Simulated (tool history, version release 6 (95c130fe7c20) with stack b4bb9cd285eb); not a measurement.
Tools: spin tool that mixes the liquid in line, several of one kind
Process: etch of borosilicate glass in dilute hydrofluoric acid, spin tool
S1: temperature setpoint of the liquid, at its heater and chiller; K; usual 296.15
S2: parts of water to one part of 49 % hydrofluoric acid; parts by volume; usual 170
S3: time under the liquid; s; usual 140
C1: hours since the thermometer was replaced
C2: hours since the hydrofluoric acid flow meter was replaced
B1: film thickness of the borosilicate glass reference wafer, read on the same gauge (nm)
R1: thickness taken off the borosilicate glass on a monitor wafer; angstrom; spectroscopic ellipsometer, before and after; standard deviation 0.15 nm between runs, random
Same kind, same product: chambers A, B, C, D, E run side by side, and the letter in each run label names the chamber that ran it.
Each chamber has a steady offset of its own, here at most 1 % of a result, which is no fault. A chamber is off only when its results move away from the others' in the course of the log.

run	hour	S1	S2	S3	C1	C2	B1	R1
1D	8.3	296.15	170	140	692.9	12.0	79.951	240.12
2A	15.7	296.15	170	140	1249.7	1149.0	79.981	242.23
3B	24.4	296.15	170	140	123.9	742.8	80.027	241.19
4E	34.6	296.15	170	140	77.9	1841.8	80.002	239.46
5C	44.6	296.15	170	140	776.2	1782.9	80.000	243.02
6A	52.3	300.65	170	140	1286.3	1185.6	80.015	288.08
7C	60.7	300.65	170	140	792.3	1799.0	79.987	282.95
8B	69.6	300.65	170	140	169.1	788.0	79.999	280.15
9E	77.0	300.65	170	140	120.3	1884.2	79.981	280.43
10D	88.4	300.65	170	140	773.0	92.1	79.970	286.09
11D	98.2	296.15	170	140	782.8	101.9	79.995	244.41
12A	110.8	296.15	170	140	1344.8	1244.1	79.976	240.93
13C	117.0	296.15	170	140	848.6	1855.3	79.974	240.11
14E	130.9	296.15	170	140	174.2	1938.1	79.973	239.52
15B	140.1	296.15	210	90	239.6	858.5	79.937	119.21
# hour 150.6: chamber E: hydrofluoric acid flow meter replaced
16A	151.0	296.15	210	90	1385.0	1284.3	80.002	119.56
17D	159.5	296.15	210	90	844.1	163.2	80.013	122.76
18B	172.9	296.15	210	90	272.4	891.3	80.021	118.53
19E	179.4	296.15	210	90	222.7	28.9	79.977	119.60
20C	188.4	293.15	170	80	920.0	1926.7	80.034	121.64
21B	200.0	293.15	170	80	299.5	918.4	80.001	121.50
22C	211.3	293.15	170	80	942.9	1949.6	79.995	120.53
23E	224.4	293.15	170	80	267.7	73.9	79.986	121.03
24A	236.2	293.15	170	80	1470.2	1369.5	79.957	123.09
25D	246.9	296.15	170	140	931.5	250.6	79.962	242.66
26E	259.5	296.15	170	65	302.8	109.0	80.021	111.99
27B	271.7	296.15	170	65	371.2	990.1	80.004	113.07
# hour 272.2: chamber A: thermometer replaced
28D	280.8	296.15	170	65	965.4	284.5	79.964	112.59
29C	290.8	296.15	170	65	1022.4	2029.1	79.964	108.02
30A	298.2	296.15	170	65	26.0	1431.5	80.033	110.77
31D	312.4	296.15	170	140	997.0	316.1	79.976	242.55
32E	321.1	296.15	170	140	364.4	170.6	80.015	238.79
33A	331.7	296.15	170	140	59.5	1465.0	80.024	242.84
34C	341.1	296.15	170	140	1072.7	2079.4	80.010	228.56
35B	353.8	296.15	170	140	453.3	1072.2	80.015	242.56
36E	366.4	296.15	170	140	409.7	215.9	79.979	239.61
37D	373.9	296.15	170	140	1058.5	377.6	80.019	243.08
38B	383.6	296.15	170	190	483.1	1102.0	79.990	326.39
39C	390.8	296.15	170	190	1122.4	2129.1	79.967	312.81
40A	401.0	296.15	170	190	128.8	1534.3	79.970	327.12
41D	414.7	296.15	170	190	1099.3	418.4	80.011	330.56
42E	425.3	296.15	170	190	468.6	274.8	79.978	329.01

For the next run the whole fleet of 5 chambers uses the same settings. Give each chamber's results:
43A	435.5	296.15	210	140				?
43B	435.5	296.15	210	140				?
43C	435.5	296.15	210	140				?
43D	435.5	296.15	210	140				?
43E	435.5	296.15	210	140				?

run	R1
43A	188.14
43B	185.82
43C	175.74
43D	187.78
43E	185.85
